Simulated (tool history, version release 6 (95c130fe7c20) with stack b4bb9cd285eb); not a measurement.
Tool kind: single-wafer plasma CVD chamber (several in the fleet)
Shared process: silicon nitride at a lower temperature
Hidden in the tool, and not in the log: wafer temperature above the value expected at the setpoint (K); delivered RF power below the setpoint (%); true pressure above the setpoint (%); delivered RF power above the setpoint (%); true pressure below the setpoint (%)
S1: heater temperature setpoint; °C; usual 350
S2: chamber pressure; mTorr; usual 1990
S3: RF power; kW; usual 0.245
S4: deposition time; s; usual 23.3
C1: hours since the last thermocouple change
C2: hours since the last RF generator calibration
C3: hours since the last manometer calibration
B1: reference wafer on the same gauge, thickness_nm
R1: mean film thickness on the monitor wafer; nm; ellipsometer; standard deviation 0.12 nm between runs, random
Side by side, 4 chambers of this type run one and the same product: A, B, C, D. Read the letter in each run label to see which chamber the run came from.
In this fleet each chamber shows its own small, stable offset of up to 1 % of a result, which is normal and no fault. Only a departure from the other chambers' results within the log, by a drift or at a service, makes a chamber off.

run,hour,S1,S2,S3,S4,C1,C2,C3,B1,R1
1C,11.4,350,1990,0.245,23.3,327.5,389.1,1519.4,23.432,25.308
2B,20.7,350,1990,0.245,23.3,274.5,2323.8,64.9,23.374,25.444
3A,32.0,350,1990,0.245,23.3,372.6,857.3,1128.8,23.413,25.167
4D,41.2,350,1990,0.245,23.3,41.7,525.7,51.3,23.377,24.950
# hour 50.4: chamber B: RF generator calibrated
5D,50.7,350,1990,0.245,23.3,51.2,535.2,60.8,23.387,25.188
6C,64.9,350,1990,0.245,23.3,381.0,442.6,1572.9,23.405,25.251
7A,77.3,350,1990,0.245,23.3,417.9,902.6,1174.1,23.364,25.275
8B,86.2,350,1990,0.245,23.3,340.0,35.8,130.4,23.414,25.424
9A,96.6,350,1990,0.245,23.3,437.2,921.9,1193.4,23.390,25.322
10C,105.3,350,1990,0.245,23.3,421.4,483.0,1613.3,23.362,25.492
11B,116.9,350,1990,0.245,23.3,370.7,66.5,161.1,23.436,25.492
12D,131.1,350,1700,0.280,23.3,131.6,615.6,141.2,23.378,26.764
13A,140.5,350,1700,0.280,23.3,481.1,965.8,1237.3,23.397,26.447
14D,148.7,350,1700,0.280,23.3,149.2,633.2,158.8,23.397,26.468
15B,157.4,350,1700,0.280,23.3,411.2,107.0,201.6,23.386,26.539
16C,167.7,361,1990,0.245,23.3,483.8,545.4,1675.7,23.390,24.942
# hour 177.0: chamber A: capacitance manometer re-zeroed and calibrated
17D,182.1,361,1990,0.245,23.3,182.6,666.6,192.2,23.437,25.205
18C,188.6,361,1990,0.245,23.3,504.7,566.3,1696.6,23.399,25.001
19B,197.9,361,1990,0.245,23.3,451.7,147.5,242.1,23.429,25.321
20A,208.8,350,1990,0.245,23.3,549.4,1034.1,31.9,23.401,25.281
21A,218.2,350,1990,0.245,23.3,558.8,1043.5,41.3,23.395,25.131
22C,231.4,350,1990,0.245,23.3,547.5,609.1,1739.4,23.408,24.944
23D,238.8,345,1990,0.245,23.3,239.3,723.3,248.9,23.372,25.486
24B,245.9,345,1990,0.245,23.3,499.7,195.5,290.1,23.403,25.431
25A,254.2,345,1990,0.245,23.3,594.8,1079.5,77.3,23.351,25.180
26C,264.1,345,1990,0.245,23.3,580.2,641.8,1772.1,23.390,24.781
27B,278.6,350,1990,0.245,23.3,532.4,228.2,322.8,23.414,25.553
28D,288.9,350,1990,0.245,23.3,289.4,773.4,299.0,23.407,25.241
29B,295.7,350,1540,0.245,21.3,549.5,245.3,339.9,23.420,21.803
30C,302.4,350,1540,0.245,21.3,618.5,680.1,1810.4,23.365,20.931
31D,313.2,350,1540,0.245,21.3,313.7,797.7,323.3,23.415,21.334
32A,319.9,350,1540,0.245,21.3,660.5,1145.2,143.0,23.413,21.537
33B,333.8,350,1990,0.245,23.3,587.6,283.4,378.0,23.396,25.420
34A,340.9,350,1990,0.245,23.3,681.5,1166.2,164.0,23.391,25.349
35D,351.2,350,1990,0.245,23.3,351.7,835.7,361.3,23.370,25.137
36C,357.6,350,2250,0.245,23.3,673.7,735.3,1865.6,23.427,25.169
37C,365.8,350,2250,0.245,23.3,681.9,743.5,1873.8,23.375,25.133
38A,377.7,350,2250,0.245,23.3,718.3,1203.0,200.8,23.406,26.274
39B,389.5,350,2250,0.245,23.3,643.3,339.1,433.7,23.390,26.086

Does one chamber stand apart from the rest, does the shared gauge drift, or is all well apart from small per-chamber offsets? Give the chamber and the most likely cause, where there is one.

It is chamber C that slowly wanders off from its peers.
Most likely cause: delivered RF power below the setpoint (%) = 6.01.

Below are 4 candidate recipes for chamber C's next run, each the usual settings with a change, their results shown as question marks. Which of them brings C's results back in line with what the other chambers give on the usual settings?
A result is in line if it is within this distance of the other chambers' mean on the usual settings: R1 0.440 nm
40C-1,399.9,350,1960,0.235,22.3,,,,,?
40C-2,399.9,350,2030,0.255,24.4,,,,,?
40C-3,399.9,350,1990,0.240,22.6,,,,,?
40C-4,399.9,350,1990,0.250,24.0,,,,,?

The other chambers' mean on the usual settings: R1 25.275 nm
run,R1
40C-1,22.344
40C-2,26.216
40C-3,23.100
40C-4,25.289
The answer is 40C-4, which returns the chamber to within the allowed miss of the others.
